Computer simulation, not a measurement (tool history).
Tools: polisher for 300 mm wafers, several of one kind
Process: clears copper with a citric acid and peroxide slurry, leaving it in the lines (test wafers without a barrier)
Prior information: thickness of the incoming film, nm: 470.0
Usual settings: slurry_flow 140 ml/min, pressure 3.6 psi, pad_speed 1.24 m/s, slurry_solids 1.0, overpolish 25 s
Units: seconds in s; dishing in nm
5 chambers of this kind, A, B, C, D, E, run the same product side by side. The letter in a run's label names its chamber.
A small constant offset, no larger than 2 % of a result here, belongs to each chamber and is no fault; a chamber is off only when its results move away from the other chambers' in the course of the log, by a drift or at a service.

| run | day | slurry_flow | pressure | pad_speed | slurry_solids | overpolish | wafers polished on this pad | hours since the slurry nozzle was cleaned | hours since the head pressure was calibrated | hours since the slurry blender was calibrated | seconds | dishing |
|---|---|---|---|---|---|---|---|---|---|---|---|---|
| 1D | 0.621 | 140 | 3.6 | 1.24 | 1.0 | 25 | 256 | 393.7 | 505.2 | 293.7 | 158.66 | 49.424 |
|  | 0.875 | chamber A: worn pad replaced by a new one |
| 2C | 1.204 | 140 | 3.6 | 1.24 | 1.0 | 25 | 631 | 331.3 | 365.3 | 88.2 | 156.71 | 47.784 |
|  | 1.792 | chamber E: slurry blender recalibrated |
| 3E | 1.800 | 140 | 3.6 | 1.24 | 1.0 | 25 | 1037 | 421.8 | 837.0 | 0.3 | 156.42 | 47.608 |
| 4B | 2.121 | 140 | 3.6 | 1.24 | 1.0 | 25 | 567 | 651.0 | 662.6 | 152.2 | 155.59 | 47.313 |
| 5A | 2.729 | 140 | 3.6 | 1.24 | 1.0 | 25 | 388 | 133.8 | 481.0 | 103.9 | 152.76 | 48.258 |
|  | 2.925 | chamber C: worn pad replaced by a new one |
|  | 3.021 | chamber A: head pressure recalibrated |
| 6D | 3.271 | 140 | 3.6 | 1.24 | 1.0 | 25 | 811 | 457.3 | 568.8 | 357.3 | 159.57 | 48.475 |
|  | 3.362 | chamber E: worn pad replaced by a new one |
| 7C | 3.662 | 140 | 3.6 | 1.24 | 1.0 | 25 | 154 | 390.3 | 424.3 | 147.2 | 157.38 | 49.232 |
|  | 3.754 | chamber B: worn pad replaced by a new one |
| 8A | 4.058 | 140 | 3.6 | 1.24 | 1.0 | 25 | 667 | 165.7 | 24.9 | 135.8 | 154.82 | 47.648 |
| 9E | 4.421 | 140 | 3.6 | 1.24 | 1.0 | 25 | 222 | 484.7 | 899.9 | 63.2 | 155.97 | 48.698 |
| 10B | 4.808 | 140 | 3.6 | 1.24 | 1.0 | 25 | 221 | 715.5 | 727.1 | 216.7 | 152.41 | 49.139 |
|  | 5.096 | chamber A: worn pad replaced by a new one |
| 11E | 5.250 | 140 | 3.6 | 1.24 | 1.0 | 25 | 395 | 504.6 | 919.8 | 83.1 | 155.51 | 48.451 |
| 12B | 5.712 | 140 | 3.6 | 1.24 | 1.0 | 25 | 410 | 737.2 | 748.8 | 238.4 | 153.31 | 48.206 |
|  | 5.912 | chamber D: worn pad replaced by a new one |
|  | 6.008 | chamber E: head pressure recalibrated |
| 13C | 6.138 | 140 | 3.6 | 1.24 | 1.0 | 25 | 673 | 449.7 | 483.7 | 206.6 | 155.78 | 47.979 |
| 14D | 6.558 | 140 | 3.6 | 1.24 | 1.0 | 25 | 136 | 536.2 | 647.7 | 436.2 | 158.11 | 48.999 |
|  | 6.746 | chamber E: slurry blender recalibrated |
| 15A | 7.142 | 140 | 3.6 | 1.24 | 1.0 | 25 | 428 | 239.7 | 98.9 | 209.8 | 151.79 | 48.291 |
|  | 7.571 | chamber B: worn pad replaced by a new one |
| 16A | 7.767 | 140 | 3.6 | 1.24 | 1.0 | 25 | 559 | 254.7 | 113.9 | 224.8 | 152.44 | 47.609 |
|  | 7.800 | chamber B: slurry blender recalibrated |
|  | 8.050 | chamber B: slurry nozzle cleaned |
| 17E | 8.221 | 140 | 3.6 | 1.24 | 1.0 | 25 | 1017 | 575.9 | 53.1 | 35.5 | 156.55 | 48.534 |
|  | 8.262 | chamber D: head pressure recalibrated |
|  | 8.438 | chamber C: worn pad replaced by a new one |
| 18B | 8.788 | 140 | 3.6 | 1.24 | 1.0 | 25 | 254 | 17.8 | 822.6 | 23.7 | 151.88 | 48.794 |
|  | 9.021 | chamber A: worn pad replaced by a new one |
|  | 9.171 | chamber D: slurry blender recalibrated |
| 19C | 9.279 | 140 | 3.2 | 0.84 | 1.0 | 25 | 176 | 525.1 | 559.1 | 282.0 | 251.61 | 31.889 |
|  | 9.475 | chamber E: worn pad replaced by a new one |
| 20D | 9.833 | 140 | 3.2 | 0.84 | 1.0 | 25 | 821 | 614.8 | 37.8 | 15.9 | 262.74 | 32.298 |
| 21D | 10.283 | 140 | 3.2 | 0.84 | 1.0 | 25 | 916 | 625.6 | 48.6 | 26.7 | 258.89 | 32.442 |
|  | 10.704 | chamber E: slurry nozzle cleaned |
| 22A | 10.875 | 140 | 3.2 | 0.84 | 1.0 | 25 | 388 | 329.3 | 188.5 | 299.4 | 255.94 | 31.484 |
| 23B | 11.342 | 140 | 3.2 | 0.84 | 1.0 | 25 | 789 | 79.1 | 883.9 | 85.0 | 244.56 | 33.294 |
|  | 11.446 | chamber B: worn pad replaced by a new one |
|  | 11.592 | chamber A: slurry blender recalibrated |
|  | 11.642 | chamber C: slurry blender recalibrated |
| 24E | 11.921 | 140 | 3.6 | 1.24 | 1.0 | 25 | 512 | 29.2 | 141.9 | 124.3 | 157.49 | 48.069 |
|  | 12.304 | chamber D: worn pad replaced by a new one |
| 25C | 12.371 | 140 | 3.6 | 1.24 | 1.0 | 25 | 824 | 599.3 | 633.3 | 17.6 | 155.07 | 47.963 |
|  | 12.875 | chamber E: slurry blender recalibrated |
| 26C | 12.975 | 140 | 3.6 | 1.24 | 1.0 | 25 | 950 | 613.8 | 647.8 | 32.1 | 154.13 | 48.782 |
| 27D | 13.258 | 140 | 3.6 | 1.24 | 1.0 | 25 | 200 | 697.0 | 120.0 | 98.1 | 158.08 | 48.112 |
|  | 13.262 | chamber C: worn pad replaced by a new one |
|  | 13.371 | chamber A: worn pad replaced by a new one |
| 28E | 13.871 | 140 | 3.6 | 1.24 | 1.0 | 25 | 920 | 76.0 | 188.7 | 24.0 | 154.19 | 48.375 |
| 29B | 14.225 | 140 | 3.6 | 1.24 | 1.0 | 25 | 582 | 148.3 | 953.1 | 154.2 | 143.82 | 51.025 |
| 30A | 14.775 | 140 | 3.6 | 1.04 | 1.0 | 25 | 294 | 422.9 | 282.1 | 76.4 | 184.70 | 41.422 |
|  | 14.883 | chamber E: worn pad replaced by a new one |
| 31C | 15.342 | 140 | 3.6 | 1.04 | 1.0 | 25 | 435 | 670.6 | 704.6 | 88.9 | 182.84 | 41.830 |
|  | 15.529 | chamber B: worn pad replaced by a new one |
| 32D | 15.854 | 140 | 3.6 | 1.04 | 1.0 | 25 | 744 | 759.3 | 182.3 | 160.4 | 187.03 | 43.362 |
| 33B | 16.429 | 140 | 3.6 | 1.04 | 1.0 | 25 | 188 | 201.2 | 1006.0 | 207.1 | 169.36 | 45.107 |
| 34E | 16.875 | 140 | 3.6 | 1.04 | 1.0 | 25 | 417 | 148.1 | 260.8 | 96.1 | 187.22 | 41.822 |
| 35A | 17.271 | 140 | 3.6 | 1.24 | 1.1 | 25 | 817 | 482.8 | 342.0 | 136.3 | 151.53 | 48.746 |
|  | 17.279 | chamber D: worn pad replaced by a new one |
|  | 17.458 | chamber A: worn pad replaced by a new one |
| 36C | 17.871 | 140 | 3.6 | 1.24 | 1.1 | 25 | 965 | 731.3 | 765.3 | 149.6 | 152.20 | 48.160 |
|  | 18.162 | chamber E: slurry blender recalibrated |
| 37A | 18.242 | 140 | 3.6 | 1.24 | 1.1 | 25 | 164 | 506.1 | 365.3 | 159.6 | 151.98 | 49.293 |
| 38D | 18.746 | 140 | 3.6 | 1.24 | 1.1 | 25 | 307 | 828.7 | 251.7 | 229.8 | 154.81 | 49.781 |
|  | 19.000 | chamber B: worn pad replaced by a new one |
| 39E | 19.346 | 140 | 3.6 | 1.24 | 1.1 | 25 | 935 | 207.4 | 320.1 | 28.4 | 153.00 | 49.407 |
| 40B | 19.746 | 140 | 3.6 | 1.24 | 1.0 | 25 | 156 | 280.8 | 1085.6 | 286.7 | 138.06 | 53.063 |

Does one chamber stand apart from the rest, does the shared gauge drift, or is all well apart from small per-chamber offsets? Give the chamber and the most likely cause, where there is one.

Little by little, chamber B moves away from the other chambers.
What lies behind it: head's pressure above its setpoint, % = 12.

Chamber B could run next with any of the 4 candidate recipes listed below; each alters the usual settings, and their results appear as question marks. Which one brings its results back in line with what the other chambers deliver on the usual settings?
In line here means within this much of the mean the other chambers give on the usual settings: seconds 4.60 s; dishing 1.900 nm
| 41B-1 | 20.200 | 140 | 3.5 | 1.20 | 1.0 | 25 |  |  |  |  | ? | ? |
| 41B-2 | 20.200 | 140 | 3.7 | 1.28 | 1.0 | 25 |  |  |  |  | ? | ? |
| 41B-3 | 20.200 | 140 | 3.8 | 1.32 | 1.0 | 25 |  |  |  |  | ? | ? |
| 41B-4 | 20.200 | 140 | 3.4 | 1.16 | 1.0 | 25 |  |  |  |  | ? | ? |

On the usual settings, the other chambers give on average: seconds 155.84 s; dishing 48.396 nm
| run | seconds | dishing |
|---|---|---|
| 41B-1 | 145.62 | 51.136 |
| 41B-2 | 129.23 | 56.183 |
| 41B-3 | 122.05 | 58.718 |
| 41B-4 | 155.01 | 48.631 |
The answer is 41B-4, which returns the chamber to within the allowed miss of the others.

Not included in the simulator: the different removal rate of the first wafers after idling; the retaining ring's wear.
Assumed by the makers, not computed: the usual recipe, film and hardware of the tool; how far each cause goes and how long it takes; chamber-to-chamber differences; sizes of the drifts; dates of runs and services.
